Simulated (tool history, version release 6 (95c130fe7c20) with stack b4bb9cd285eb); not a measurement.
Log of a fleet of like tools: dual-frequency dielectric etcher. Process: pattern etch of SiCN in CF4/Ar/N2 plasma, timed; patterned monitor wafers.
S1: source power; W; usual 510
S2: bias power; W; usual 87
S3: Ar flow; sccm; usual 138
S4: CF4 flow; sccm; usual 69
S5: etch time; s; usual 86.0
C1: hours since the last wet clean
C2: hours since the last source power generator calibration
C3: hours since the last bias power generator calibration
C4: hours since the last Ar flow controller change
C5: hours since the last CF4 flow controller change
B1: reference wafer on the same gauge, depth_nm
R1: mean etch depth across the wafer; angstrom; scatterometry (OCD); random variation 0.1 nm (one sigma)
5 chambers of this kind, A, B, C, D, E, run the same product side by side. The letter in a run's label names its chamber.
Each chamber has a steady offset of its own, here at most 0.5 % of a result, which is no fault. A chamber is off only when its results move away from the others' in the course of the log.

run   hour   S1  S2   S3  S4    S5     C1      C2      C3      C4      C5      B1       R1
 1D   10.1  510  87  138  69  86.0  394.5    95.8   736.4  2454.9  3797.7  96.180   839.85
 2A   15.3  510  87  138  69  86.0  245.1  1377.1   278.7    29.2  4186.8  96.160   837.05
 3E   22.3  510  87  138  69  86.0  291.5  2441.1   360.8  4376.8  2201.9  96.167   838.61
 4B   31.8  510  87  138  69  86.0  352.6    60.9  2287.9  2018.2   861.4  96.151   835.05
 5C   40.8  510  87  138  69  86.0  413.5   568.4   594.4  1611.9   970.5  96.104   842.79
      45.5  -- chamber C: wet clean of the chamber
 6D   49.0  510  87  138  69  86.0  433.4   134.7   775.3  2493.8  3836.6  96.128   839.87
 7C   58.4  510  87  138  69  86.0   13.0   586.0   612.0  1629.5   988.1  96.087   843.55
 8A   69.5  630  87  125  69  86.0  299.3  1431.3   332.9    83.4  4241.0  96.106  1016.90
 9E   75.5  630  87  125  69  86.0  344.7  2494.3   414.0  4430.0  2255.1  96.092  1023.00
10B   85.7  630  87  125  69  86.0  406.5   114.8  2341.8  2072.1   915.3  96.037  1017.90
11C   96.9  630  87  125  69  86.0   51.5   624.5   650.5  1668.0  1026.6  96.022  1024.70
12A  103.4  630  87  125  69  86.0  333.2  1465.2   366.8   117.3  4274.9  95.996  1019.10
13E  113.4  510  87  138  69  86.0  382.6  2532.2   451.9  4467.9  2293.0  95.970   836.16
14B  120.3  510  87  138  69  86.0  441.1   149.4  2376.4  2106.7   949.9  95.992   834.11
     127.3  -- chamber B: wet clean of the chamber
15D  127.5  510  87  138  69  86.0  511.9   213.2   853.8  2572.3  3915.1  95.965   838.59
     129.6  -- chamber D: wet clean of the chamber
16A  133.5  510  87  138  69  86.0  363.3  1495.3   396.9   147.4  4305.0  95.960   837.62
17E  140.9  510  87  138  69  86.0  410.1  2559.7   479.4  4495.4  2320.5  95.912   838.25
18C  148.8  510  87  138  69  86.0  103.4   676.4   702.4  1719.9  1078.5  95.944   842.54
19B  154.9  510  87  138  69  86.0   27.6   184.0  2411.0  2141.3   984.5  95.929   833.00
20D  161.3  510  87  138  52  72.5   31.7   247.0   887.6  2606.1  3948.9  95.893   675.77
     170.1  -- chamber E: wet clean of the chamber
21A  171.6  510  87  138  52  72.5  401.4  1533.4   435.0   185.5  4343.1  95.871   672.60
22B  177.9  510  87  138  52  72.5   50.6   207.0  2434.0  2164.3  1007.5  95.871   671.51
23D  185.5  510  87  138  52  72.5   55.9   271.2   911.8  2630.3  3973.1  95.850   675.90
24E  191.4  510  87  138  52  72.5   21.4  2610.2   529.9  4545.9  2371.0  95.848   671.39
25C  197.9  510  87  138  69  86.0  152.5   725.5   751.5  1769.0  1127.6  95.826   840.10
26B  205.0  510  87  116  69  86.0   77.7   234.1  2461.1  2191.4  1034.6  95.810   856.81
27D  213.9  510  87  116  69  86.0   84.3   299.6   940.2  2658.7  4001.5  95.785   857.54
28E  221.3  510  87  116  69  86.0   51.3  2640.1   559.8  4575.8  2400.9  95.752   855.79
29A  228.9  510  87  116  69  86.0  458.7  1590.7   492.3   242.8  4400.4  95.789   856.11
30C  235.2  510  87  116  69  86.0  189.8   762.8   788.8  1806.3  1164.9  95.754   864.58
31C  242.9  510  87  138  69  86.0  197.5   770.5   796.5  1814.0  1172.6  95.715   840.36
32A  249.8  510  87  138  69  86.0  479.6  1611.6   513.2   263.7  4421.3  95.746   836.12

What goes on in this fleet: one chamber off, a drifting gauge, or nothing beyond the chambers' own small offsets? Name the chamber and the cause, if any.

The gauge drifts, so all chambers seem to drift together. No chamber is off.
Cause: gauge reads low (%) = 0.512.

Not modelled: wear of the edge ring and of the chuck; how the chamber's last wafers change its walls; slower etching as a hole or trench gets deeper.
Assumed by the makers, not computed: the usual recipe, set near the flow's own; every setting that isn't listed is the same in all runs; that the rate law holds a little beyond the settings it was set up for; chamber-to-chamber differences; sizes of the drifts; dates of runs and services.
